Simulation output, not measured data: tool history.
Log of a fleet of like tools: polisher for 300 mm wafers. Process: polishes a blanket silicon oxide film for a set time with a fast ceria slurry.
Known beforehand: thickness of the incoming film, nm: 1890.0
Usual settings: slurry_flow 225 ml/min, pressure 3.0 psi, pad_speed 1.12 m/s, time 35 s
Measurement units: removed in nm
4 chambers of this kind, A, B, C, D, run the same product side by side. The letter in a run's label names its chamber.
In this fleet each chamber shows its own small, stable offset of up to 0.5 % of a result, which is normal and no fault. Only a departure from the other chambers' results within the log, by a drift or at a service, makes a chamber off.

run    day  slurry_flow  pressure  pad_speed  time  wafers polished on this pad  hours since the slurry nozzle was cleaned  hours since the head pressure was calibrated  removed
 1D  0.254          225       3.0       1.12    35                          179                                      275.4                                         585.8   575.72
     0.379  -- chamber A: head pressure recalibrated
     0.517  -- chamber C: slurry nozzle cleaned
 2B  0.538          225       3.0       1.12    35                          741                                      131.9                                        1278.3   572.94
 3C  0.842          225       3.0       1.12    35                          420                                        7.9                                         337.7   571.62
 4A  1.054          225       3.0       1.12    35                          833                                      229.1                                          16.3   561.25
 5A  1.262          225       3.0       1.12    35                          866                                      234.1                                          21.3   555.04
 6C  1.583          225       3.0       1.12    35                          537                                       25.7                                         355.5   567.94
     1.600  -- chamber B: head pressure recalibrated
     1.821  -- chamber C: worn pad replaced by a new one
 7B  1.875          180       3.0       1.12    35                          953                                      164.0                                           6.6   557.85
 8D  2.179          180       3.0       1.12    35                          483                                      321.6                                         632.0   566.60
 9A  2.342          180       3.0       1.12    35                         1037                                      260.0                                          47.2   535.73
10B  2.546          180       3.0       1.12    35                         1059                                      180.1                                          22.7   560.35
11D  2.775          225       3.0       1.12    35                          577                                      335.9                                         646.3   579.73
12C  3.025          225       3.0       1.12    35                          190                                       60.3                                         390.1   566.35
     3.250  -- chamber A: worn pad replaced by a new one
13B  3.254          225       3.0       1.12    35                         1171                                      197.1                                          39.7   567.38
     3.292  -- chamber D: worn pad replaced by a new one
14A  3.458          225       3.4       1.12    35                           33                                      286.8                                          74.0   642.17
15C  3.758          225       3.4       1.12    35                          306                                       77.9                                         407.7   659.30
16D  4.000          225       3.4       1.12    35                          112                                      365.3                                         675.7   652.90
17C  4.221          225       3.4       1.12    35                          379                                       89.0                                         418.8   636.13
18A  4.421          225       3.0       1.12    39                          185                                      309.9                                          97.1   611.24
19D  4.575          225       3.0       1.12    39                          203                                      379.1                                         689.5   634.41
20B  4.725          225       3.0       1.12    39                         1403                                      232.4                                          75.0   633.37
21D  4.946          225       3.0       1.12    39                          262                                      388.0                                         698.4   643.59
22A  5.279          225       3.0       1.12    35                          321                                      330.5                                         117.7   575.64
23C  5.546          225       3.0       1.12    35                          589                                      120.8                                         450.6   567.53
24B  5.804          225       3.0       1.12    35                         1574                                      258.3                                         100.9   550.21
     5.867  -- chamber C: worn pad replaced by a new one
25B  6.112          225       3.0       1.12    35                         1622                                      265.7                                         108.3   563.88
26A  6.379          225       3.0       1.12    35                          495                                      356.9                                         144.1   561.19
27D  6.596          225       3.0       1.12    35                          522                                      427.6                                         738.0   576.54
     6.788  -- chamber D: worn pad replaced by a new one
28C  6.804          225       3.0       1.12    35                          148                                      151.0                                         480.8   564.84
29D  7.008          225       3.0       1.12    35                           35                                      437.5                                         747.9   577.91
30A  7.242          225       2.1       1.12    35                          631                                      377.6                                         164.8   400.99
31C  7.429          225       2.1       1.12    35                          247                                      166.0                                         495.8   398.61
32B  7.671          225       2.1       1.12    35                         1869                                      303.1                                         145.7   380.99
33A  7.900          225       2.1       1.12    35                          735                                      393.4                                         180.6   398.40
34C  8.092          225       3.0       1.12    35                          352                                      181.9                                         511.7   573.41
35D  8.371          225       3.0       1.12    35                          250                                      470.2                                         780.6   581.18

What goes on in this fleet: one chamber off, a drifting gauge, or nothing beyond the chambers' own small offsets? Name the chamber and the cause, if any.

One chamber, B, drifts off from the rest bit by bit.
Most likely cause: removal rate lost through wear of the pad, % = 6.21.
The log might look much the same if the cause were instead: slurry flow missing at the pad, %; head's pressure below its setpoint, %.

Chamber B could run next with any of the 4 candidate recipes listed below; each alters the usual settings, and their results appear as question marks. Which one brings its results back in line with what the other chambers deliver on the usual settings?
In line means no further than this from the other chambers' mean on the usual settings: removed 23.00 nm
36B-1  8.612          225       3.1       1.12    36                                                                                                                              ?
36B-2  8.612          225       2.9       1.06    33                                                                                                                              ?
36B-3  8.612          225       3.0       1.08    34                                                                                                                              ?
36B-4  8.612          225       3.2       1.12    37                                                                                                                              ?

Usual-settings mean across the other chambers: removed 569.86 nm
  run  removed
36B-1   573.05
36B-2   465.73
36B-3   505.42
36B-4   607.69
With 36B-1, the chamber falls back in line with the rest.
